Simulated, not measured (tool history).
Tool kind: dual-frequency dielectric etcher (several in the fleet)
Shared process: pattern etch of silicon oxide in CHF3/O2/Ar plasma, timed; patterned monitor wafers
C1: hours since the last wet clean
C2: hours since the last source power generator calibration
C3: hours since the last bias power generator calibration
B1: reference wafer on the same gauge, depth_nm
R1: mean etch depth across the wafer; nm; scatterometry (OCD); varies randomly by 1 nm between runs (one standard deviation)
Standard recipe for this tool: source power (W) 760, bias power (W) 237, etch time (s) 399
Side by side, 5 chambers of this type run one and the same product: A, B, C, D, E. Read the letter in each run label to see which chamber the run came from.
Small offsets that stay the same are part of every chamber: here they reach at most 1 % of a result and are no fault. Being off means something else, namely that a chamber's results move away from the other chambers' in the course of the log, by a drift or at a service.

{"run": "1D", "hour": 2.2, "source power (W)": 760, "bias power (W)": 237, "etch time (s)": 399, "C1": 58.6, "C2": 645, "C3": 1627.7, "B1": 842.81, "R1": 955.03}
{"run": "2E", "hour": 5.0, "source power (W)": 760, "bias power (W)": 237, "etch time (s)": 399, "C1": 178.2, "C2": 427, "C3": 3772.2, "B1": 842.79, "R1": 953.07}
{"run": "3C", "hour": 8.7, "source power (W)": 760, "bias power (W)": 237, "etch time (s)": 399, "C1": 310.2, "C2": 1670.1, "C3": 690.9, "B1": 842.63, "R1": 943.89}
{"run": "4A", "hour": 12.9, "source power (W)": 760, "bias power (W)": 237, "etch time (s)": 399, "C1": 89, "C2": 3990.2, "C3": 5011, "B1": 842.5, "R1": 937.1}
{"run": "5B", "hour": 16.9, "source power (W)": 760, "bias power (W)": 237, "etch time (s)": 399, "C1": 132.9, "C2": 1662.1, "C3": 796.7, "B1": 842.61, "R1": 952.86}
{"run": "6B", "hour": 20.6, "source power (W)": 760, "bias power (W)": 237, "etch time (s)": 399, "C1": 136.6, "C2": 1665.8, "C3": 800.4, "B1": 842.2, "R1": 952.93}
{"run": "7D", "hour": 24.1, "source power (W)": 760, "bias power (W)": 237, "etch time (s)": 399, "C1": 80.5, "C2": 666.9, "C3": 1649.6, "B1": 842.21, "R1": 950.98}
{"run": "8A", "hour": 27.6, "source power (W)": 760, "bias power (W)": 237, "etch time (s)": 399, "C1": 103.7, "C2": 4004.9, "C3": 5025.7, "B1": 841.97, "R1": 937.5}
{"run": "9E", "hour": 30.1, "source power (W)": 760, "bias power (W)": 237, "etch time (s)": 399, "C1": 203.3, "C2": 452.1, "C3": 3797.3, "B1": 841.69, "R1": 951.77}
{"run": "10C", "hour": 32.5, "source power (W)": 760, "bias power (W)": 237, "etch time (s)": 399, "C1": 334, "C2": 1693.9, "C3": 714.7, "B1": 841.68, "R1": 943.32}
{"run": "11E", "hour": 35.3, "source power (W)": 760, "bias power (W)": 237, "etch time (s)": 399, "C1": 208.5, "C2": 457.3, "C3": 3802.5, "B1": 841.53, "R1": 950.88}
{"run": "12B", "hour": 38.0, "source power (W)": 760, "bias power (W)": 237, "etch time (s)": 399, "C1": 154, "C2": 1683.2, "C3": 817.8, "B1": 841.44, "R1": 954.25}
{"run": "13C", "hour": 39.9, "source power (W)": 760, "bias power (W)": 237, "etch time (s)": 399, "C1": 341.4, "C2": 1701.3, "C3": 722.1, "B1": 841.4, "R1": 941.46}
{"run": "14D", "hour": 43.4, "source power (W)": 760, "bias power (W)": 237, "etch time (s)": 476.5, "C1": 99.8, "C2": 686.2, "C3": 1668.9, "B1": 841.18, "R1": 1137.8}
{"run": "15A", "hour": 46.3, "source power (W)": 760, "bias power (W)": 237, "etch time (s)": 476.5, "C1": 122.4, "C2": 4023.6, "C3": 5044.4, "B1": 841.13, "R1": 1118.8}
{"run": "16D", "hour": 48.4, "source power (W)": 760, "bias power (W)": 237, "etch time (s)": 476.5, "C1": 104.8, "C2": 691.2, "C3": 1673.9, "B1": 840.88, "R1": 1135.6}
{"run": "17B", "hour": 50.7, "source power (W)": 760, "bias power (W)": 237, "etch time (s)": 476.5, "C1": 166.7, "C2": 1695.9, "C3": 830.5, "B1": 841.17, "R1": 1136.7}
{"run": "18E", "hour": 54.2, "source power (W)": 760, "bias power (W)": 237, "etch time (s)": 476.5, "C1": 227.4, "C2": 476.2, "C3": 3821.4, "B1": 840.73, "R1": 1133.6}
{"run": "19C", "hour": 56.0, "source power (W)": 760, "bias power (W)": 237, "etch time (s)": 399, "C1": 357.5, "C2": 1717.4, "C3": 738.2, "B1": 840.59, "R1": 942.26}
{"run": "20A", "hour": 59.1, "source power (W)": 760, "bias power (W)": 237, "etch time (s)": 399, "C1": 135.2, "C2": 4036.4, "C3": 5057.2, "B1": 840.35, "R1": 936.73}
{"run": "21E", "hour": 62.7, "source power (W)": 760, "bias power (W)": 237, "etch time (s)": 399, "C1": 235.9, "C2": 484.7, "C3": 3829.9, "B1": 840.54, "R1": 950.57}
{"run": "22B", "hour": 64.7, "source power (W)": 760, "bias power (W)": 237, "etch time (s)": 399, "C1": 180.7, "C2": 1709.9, "C3": 844.5, "B1": 840.31, "R1": 950.65}
{"run": "23A", "hour": 67.0, "source power (W)": 760, "bias power (W)": 237, "etch time (s)": 399, "C1": 143.1, "C2": 4044.3, "C3": 5065.1, "B1": 840.2, "R1": 935.85}
{"run": "24D", "hour": 70.5, "source power (W)": 760, "bias power (W)": 237, "etch time (s)": 399, "C1": 126.9, "C2": 713.3, "C3": 1696, "B1": 840.19, "R1": 948.84}
{"run": "25C", "hour": 73.0, "source power (W)": 760, "bias power (W)": 237, "etch time (s)": 399, "C1": 374.5, "C2": 1734.4, "C3": 755.2, "B1": 840.02, "R1": 941.24}
{"run": "26E", "hour": 75.0, "source power (W)": 760, "bias power (W)": 237, "etch time (s)": 399, "C1": 248.2, "C2": 497, "C3": 3842.2, "B1": 840.03, "R1": 947.89}
{"run": "27A", "hour": 76.9, "source power (W)": 760, "bias power (W)": 237, "etch time (s)": 399, "C1": 153, "C2": 4054.2, "C3": 5075, "B1": 840.02, "R1": 935.54}
{"run": "28C", "hour": 81.0, "source power (W)": 760, "bias power (W)": 237, "etch time (s)": 399, "C1": 382.5, "C2": 1742.4, "C3": 763.2, "B1": 839.55, "R1": 941.9}
{"run": "29D", "hour": 85.0, "source power (W)": 760, "bias power (W)": 237, "etch time (s)": 399, "C1": 141.4, "C2": 727.8, "C3": 1710.5, "B1": 839.61, "R1": 948.27}
{"run": "30B", "hour": 88.0, "source power (W)": 760, "bias power (W)": 237, "etch time (s)": 399, "C1": 204, "C2": 1733.2, "C3": 867.8, "B1": 839.53, "R1": 949.43}
{"run": "31E", "hour": 90.8, "source power (W)": 760, "bias power (W)": 261, "etch time (s)": 399, "C1": 264, "C2": 512.8, "C3": 3858, "B1": 839.26, "R1": 981.58}

Read the log: is a single chamber off, either drifting away or since a service, is the gauge that measures every chamber drifting, or is nothing wrong beyond small per-chamber offsets? Name any odd chamber and what most likely caused it.

Every chamber seems to shift together because the gauge that measures them all drifts; the chambers themselves are fine.
What lies behind it: gauge reads low (%) = 0.448.
